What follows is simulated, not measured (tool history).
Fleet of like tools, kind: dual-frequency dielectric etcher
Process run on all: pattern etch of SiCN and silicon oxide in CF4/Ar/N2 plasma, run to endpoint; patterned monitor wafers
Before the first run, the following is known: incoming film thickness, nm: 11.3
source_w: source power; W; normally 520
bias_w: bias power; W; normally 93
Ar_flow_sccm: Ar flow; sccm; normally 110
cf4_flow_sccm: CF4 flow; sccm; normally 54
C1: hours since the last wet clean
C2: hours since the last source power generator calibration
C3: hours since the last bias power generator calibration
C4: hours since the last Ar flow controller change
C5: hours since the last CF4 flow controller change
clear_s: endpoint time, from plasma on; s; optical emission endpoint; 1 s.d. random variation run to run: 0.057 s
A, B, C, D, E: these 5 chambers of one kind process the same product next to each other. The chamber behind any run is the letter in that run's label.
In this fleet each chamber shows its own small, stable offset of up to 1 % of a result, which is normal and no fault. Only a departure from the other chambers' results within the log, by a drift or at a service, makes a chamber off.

run 1C hour=8.1 | source_w=520 bias_w=93 Ar_flow_sccm=110 cf4_flow_sccm=54 | C1=21.8 C2=349.0 C3=2343.3 C4=355.4 C5=591.6 | clear_s=11.0740
-- hour=10.5 chamber A: wet clean of the chamber
run 2D hour=15.2 | source_w=520 bias_w=93 Ar_flow_sccm=110 cf4_flow_sccm=54 | C1=196.8 C2=2193.5 C3=1577.6 C4=788.4 C5=3192.0 | clear_s=11.1350
run 3A hour=20.4 | source_w=520 bias_w=93 Ar_flow_sccm=110 cf4_flow_sccm=54 | C1=10.0 C2=3168.5 C3=2558.5 C4=1575.7 C5=742.3 | clear_s=11.1990
run 4E hour=29.0 | source_w=520 bias_w=93 Ar_flow_sccm=110 cf4_flow_sccm=54 | C1=463.2 C2=1876.1 C3=1173.2 C4=1374.1 C5=196.4 | clear_s=11.0580
run 5B hour=38.4 | source_w=520 bias_w=93 Ar_flow_sccm=110 cf4_flow_sccm=54 | C1=129.5 C2=1628.1 C3=232.9 C4=3359.7 C5=223.2 | clear_s=11.1730
run 6C hour=47.4 | source_w=520 bias_w=93 Ar_flow_sccm=110 cf4_flow_sccm=54 | C1=61.1 C2=388.3 C3=2382.6 C4=394.7 C5=630.9 | clear_s=11.1100
run 7A hour=52.7 | source_w=520 bias_w=93 Ar_flow_sccm=110 cf4_flow_sccm=54 | C1=42.3 C2=3200.8 C3=2590.8 C4=1608.0 C5=774.6 | clear_s=11.0470
run 8D hour=62.1 | source_w=520 bias_w=93 Ar_flow_sccm=110 cf4_flow_sccm=54 | C1=243.7 C2=2240.4 C3=1624.5 C4=835.3 C5=3238.9 | clear_s=11.0300
run 9E hour=71.0 | source_w=520 bias_w=93 Ar_flow_sccm=110 cf4_flow_sccm=54 | C1=505.2 C2=1918.1 C3=1215.2 C4=1416.1 C5=238.4 | clear_s=11.0410
run 10B hour=79.4 | source_w=520 bias_w=93 Ar_flow_sccm=110 cf4_flow_sccm=54 | C1=170.5 C2=1669.1 C3=273.9 C4=3400.7 C5=264.2 | clear_s=11.1210
run 11D hour=86.1 | source_w=520 bias_w=93 Ar_flow_sccm=110 cf4_flow_sccm=54 | C1=267.7 C2=2264.4 C3=1648.5 C4=859.3 C5=3262.9 | clear_s=11.0090
run 12C hour=93.0 | source_w=520 bias_w=93 Ar_flow_sccm=110 cf4_flow_sccm=54 | C1=106.7 C2=433.9 C3=2428.2 C4=440.3 C5=676.5 | clear_s=11.0560
run 13B hour=102.5 | source_w=480 bias_w=93 Ar_flow_sccm=110 cf4_flow_sccm=54 | C1=193.6 C2=1692.2 C3=297.0 C4=3423.8 C5=287.3 | clear_s=11.9420
run 14E hour=111.8 | source_w=480 bias_w=93 Ar_flow_sccm=110 cf4_flow_sccm=54 | C1=546.0 C2=1958.9 C3=1256.0 C4=1456.9 C5=279.2 | clear_s=12.0030
run 15A hour=120.4 | source_w=480 bias_w=93 Ar_flow_sccm=110 cf4_flow_sccm=54 | C1=110.0 C2=3268.5 C3=2658.5 C4=1675.7 C5=842.3 | clear_s=11.9140
run 16E hour=126.2 | source_w=480 bias_w=93 Ar_flow_sccm=110 cf4_flow_sccm=54 | C1=560.4 C2=1973.3 C3=1270.4 C4=1471.3 C5=293.6 | clear_s=11.9390
run 17B hour=131.7 | source_w=480 bias_w=93 Ar_flow_sccm=110 cf4_flow_sccm=54 | C1=222.8 C2=1721.4 C3=326.2 C4=3453.0 C5=316.5 | clear_s=12.0390
-- hour=137.0 chamber A: source power generator calibrated
run 18D hour=138.7 | source_w=520 bias_w=101 Ar_flow_sccm=110 cf4_flow_sccm=54 | C1=320.3 C2=2317.0 C3=1701.1 C4=911.9 C5=3315.5 | clear_s=10.6870
run 19C hour=144.5 | source_w=520 bias_w=101 Ar_flow_sccm=110 cf4_flow_sccm=54 | C1=158.2 C2=485.4 C3=2479.7 C4=491.8 C5=728.0 | clear_s=10.8350
-- hour=151.3 chamber E: wet clean of the chamber
run 20A hour=152.6 | source_w=520 bias_w=101 Ar_flow_sccm=110 cf4_flow_sccm=54 | C1=142.2 C2=15.7 C3=2690.7 C4=1707.9 C5=874.5 | clear_s=11.2270
run 21E hour=163.3 | source_w=520 bias_w=101 Ar_flow_sccm=110 cf4_flow_sccm=54 | C1=12.0 C2=2010.4 C3=1307.5 C4=1508.4 C5=330.7 | clear_s=10.8090
run 22D hour=174.6 | source_w=520 bias_w=101 Ar_flow_sccm=110 cf4_flow_sccm=54 | C1=356.2 C2=2352.9 C3=1737.0 C4=947.8 C5=3351.4 | clear_s=10.7610
-- hour=176.1 chamber D: wet clean of the chamber
run 23A hour=185.5 | source_w=640 bias_w=93 Ar_flow_sccm=110 cf4_flow_sccm=59 | C1=175.1 C2=48.6 C3=2723.6 C4=1740.8 C5=907.4 | clear_s=9.4714
run 24B hour=192.6 | source_w=640 bias_w=93 Ar_flow_sccm=110 cf4_flow_sccm=59 | C1=283.7 C2=1782.3 C3=387.1 C4=3513.9 C5=377.4 | clear_s=9.1927
run 25C hour=197.7 | source_w=640 bias_w=93 Ar_flow_sccm=110 cf4_flow_sccm=59 | C1=211.4 C2=538.6 C3=2532.9 C4=545.0 C5=781.2 | clear_s=9.2229
run 26C hour=207.1 | source_w=640 bias_w=93 Ar_flow_sccm=110 cf4_flow_sccm=59 | C1=220.8 C2=548.0 C3=2542.3 C4=554.4 C5=790.6 | clear_s=8.9875
run 27B hour=217.0 | source_w=640 bias_w=93 Ar_flow_sccm=110 cf4_flow_sccm=59 | C1=308.1 C2=1806.7 C3=411.5 C4=3538.3 C5=401.8 | clear_s=9.1867
run 28E hour=227.3 | source_w=520 bias_w=93 Ar_flow_sccm=127 cf4_flow_sccm=42 | C1=76.0 C2=2074.4 C3=1371.5 C4=1572.4 C5=394.7 | clear_s=11.7990
run 29A hour=235.5 | source_w=520 bias_w=93 Ar_flow_sccm=127 cf4_flow_sccm=42 | C1=225.1 C2=98.6 C3=2773.6 C4=1790.8 C5=957.4 | clear_s=12.1380
run 30D hour=242.6 | source_w=520 bias_w=93 Ar_flow_sccm=127 cf4_flow_sccm=42 | C1=66.6 C2=2420.9 C3=1805.0 C4=1015.8 C5=3419.4 | clear_s=11.7480
run 31B hour=252.0 | source_w=520 bias_w=93 Ar_flow_sccm=127 cf4_flow_sccm=42 | C1=343.1 C2=1841.7 C3=446.5 C4=3573.3 C5=436.8 | clear_s=11.8940
run 32D hour=262.8 | source_w=520 bias_w=93 Ar_flow_sccm=127 cf4_flow_sccm=42 | C1=86.8 C2=2441.1 C3=1825.2 C4=1036.0 C5=3439.6 | clear_s=11.8550
run 33E hour=269.4 | source_w=520 bias_w=93 Ar_flow_sccm=110 cf4_flow_sccm=54 | C1=118.1 C2=2116.5 C3=1413.6 C4=1614.5 C5=436.8 | clear_s=11.1040

Next, every chamber runs the same settings. What will each give?
run 34A hour=277.6 | source_w=520 bias_w=93 Ar_flow_sccm=110 cf4_flow_sccm=54 | clear_s=?
run 34B hour=277.6 | source_w=520 bias_w=93 Ar_flow_sccm=110 cf4_flow_sccm=54 | clear_s=?
run 34C hour=277.6 | source_w=520 bias_w=93 Ar_flow_sccm=110 cf4_flow_sccm=54 | clear_s=?
run 34D hour=277.6 | source_w=520 bias_w=93 Ar_flow_sccm=110 cf4_flow_sccm=54 | clear_s=?
run 34E hour=277.6 | source_w=520 bias_w=93 Ar_flow_sccm=110 cf4_flow_sccm=54 | clear_s=?

run=34A clear_s=11.5020
run=34B clear_s=11.1250
run=34C clear_s=11.0890
run=34D clear_s=11.0010
run=34E clear_s=11.0660
